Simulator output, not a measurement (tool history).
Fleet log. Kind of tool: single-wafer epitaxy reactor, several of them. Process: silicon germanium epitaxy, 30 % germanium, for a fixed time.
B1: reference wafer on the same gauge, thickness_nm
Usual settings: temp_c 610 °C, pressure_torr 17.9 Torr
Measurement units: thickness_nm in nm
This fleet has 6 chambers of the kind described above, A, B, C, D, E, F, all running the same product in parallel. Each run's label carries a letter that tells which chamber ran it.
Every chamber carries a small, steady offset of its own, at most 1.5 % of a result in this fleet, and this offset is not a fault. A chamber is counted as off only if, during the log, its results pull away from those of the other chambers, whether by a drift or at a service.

Run 1F, hour 5.6: usual settings; B1 73.123. Result: thickness_nm 68.008 nm.
Run 2A, hour 15.8: usual settings; B1 73.074. Result: thickness_nm 67.357 nm.
Run 3D, hour 26.5: usual settings; B1 73.051. Result: thickness_nm 67.663 nm.
Run 4C, hour 31.4: usual settings; B1 73.117. Result: thickness_nm 67.297 nm.
Run 5E, hour 39.5: usual settings; B1 73.131. Result: thickness_nm 68.837 nm.
Run 6B, hour 46.5: usual settings; B1 73.095. Result: thickness_nm 67.144 nm.
At hour 49.5: chamber B: pyrometer calibrated.
Run 7A, hour 52.4: usual settings; B1 73.155. Result: thickness_nm 67.296 nm.
Run 8D, hour 57.4: usual settings; B1 73.104. Result: thickness_nm 67.359 nm.
Run 9C, hour 65.7: usual settings; B1 73.095. Result: thickness_nm 67.532 nm.
Run 10F, hour 74.1: usual settings; B1 73.063. Result: thickness_nm 67.651 nm.
Run 11B, hour 84.5: usual settings; B1 73.168. Result: thickness_nm 67.392 nm.
Run 12E, hour 91.2: usual settings; B1 73.098. Result: thickness_nm 68.895 nm.
Run 13A, hour 97.5: usual settings; B1 73.097. Result: thickness_nm 67.144 nm.
Run 14D, hour 102.2: usual settings; B1 73.162. Result: thickness_nm 67.783 nm.
Run 15E, hour 108.3: usual settings; B1 73.089. Result: thickness_nm 68.871 nm.
Run 16F, hour 116.2: usual settings; B1 73.122. Result: thickness_nm 67.872 nm.
Run 17C, hour 122.0: usual settings; B1 73.148. Result: thickness_nm 67.517 nm.
Run 18B, hour 128.6: usual settings; B1 73.115. Result: thickness_nm 67.336 nm.
Run 19E, hour 139.3: usual settings; B1 73.131. Result: thickness_nm 69.172 nm.
Run 20B, hour 146.6: usual settings; B1 73.151. Result: thickness_nm 67.128 nm.
Run 21F, hour 153.9: usual settings but temp_c 601 °C; B1 73.103. Result: thickness_nm 57.796 nm.
Run 22D, hour 164.3: usual settings but temp_c 601 °C; B1 73.118. Result: thickness_nm 57.647 nm.
Run 23A, hour 171.9: usual settings but temp_c 601 °C; B1 73.138. Result: thickness_nm 57.271 nm.
Run 24C, hour 181.8: usual settings but temp_c 601 °C; B1 73.048. Result: thickness_nm 57.211 nm.
Run 25C, hour 188.7: usual settings but temp_c 601 °C; B1 73.113. Result: thickness_nm 57.183 nm.
Run 26E, hour 193.8: usual settings but temp_c 601 °C; B1 73.054. Result: thickness_nm 58.843 nm.
At hour 196.5: chamber A: pyrometer calibrated.
Run 27A, hour 203.7: usual settings; B1 73.071. Result: thickness_nm 67.212 nm.
Run 28D, hour 210.5: usual settings; B1 73.132. Result: thickness_nm 67.634 nm.
Run 29F, hour 216.9: usual settings; B1 73.071. Result: thickness_nm 67.640 nm.
At hour 220.1: chamber C: capacitance manometer re-zeroed and calibrated.
Run 30B, hour 222.3: usual settings; B1 73.089. Result: thickness_nm 67.207 nm.
At hour 230.0: chamber F: pyrometer calibrated.
Run 31C, hour 232.9: usual settings; B1 73.068. Result: thickness_nm 67.243 nm.
Run 32E, hour 238.1: usual settings; B1 73.166. Result: thickness_nm 69.663 nm.
At hour 245.1: chamber D: capacitance manometer re-zeroed and calibrated.
Run 33F, hour 248.2: usual settings but pressure_torr 14.0 Torr; B1 73.116. Result: thickness_nm 61.791 nm.
Run 34A, hour 257.1: usual settings but pressure_torr 14.0 Torr; B1 73.077. Result: thickness_nm 61.044 nm.
Run 35B, hour 266.5: usual settings but pressure_torr 14.0 Torr; B1 73.083. Result: thickness_nm 61.416 nm.
Run 36D, hour 273.1: usual settings but pressure_torr 14.0 Torr; B1 73.100. Result: thickness_nm 61.205 nm.
Run 37A, hour 281.8: usual settings but pressure_torr 14.0 Torr; B1 73.082. Result: thickness_nm 61.185 nm.
Run 38D, hour 292.4: usual settings but pressure_torr 14.0 Torr; B1 73.056. Result: thickness_nm 61.031 nm.
Run 39C, hour 301.4: usual settings; B1 73.165. Result: thickness_nm 67.372 nm.
Run 40E, hour 309.5: usual settings but temp_c 622 °C; B1 73.099. Result: thickness_nm 86.513 nm.
Run 41F, hour 315.9: usual settings but temp_c 622 °C; B1 73.137. Result: thickness_nm 83.425 nm.

Next, every chamber runs the same settings. What will each give?
Run 42A, hour 323.6: usual settings. Result: thickness_nm ?.
Run 42B, hour 323.6: usual settings. Result: thickness_nm ?.
Run 42C, hour 323.6: usual settings. Result: thickness_nm ?.
Run 42D, hour 323.6: usual settings. Result: thickness_nm ?.
Run 42E, hour 323.6: usual settings. Result: thickness_nm ?.
Run 42F, hour 323.6: usual settings. Result: thickness_nm ?.

run  thickness_nm
42A        67.463
42B        67.569
42C        67.564
42D        67.734
42E        69.847
42F        68.024
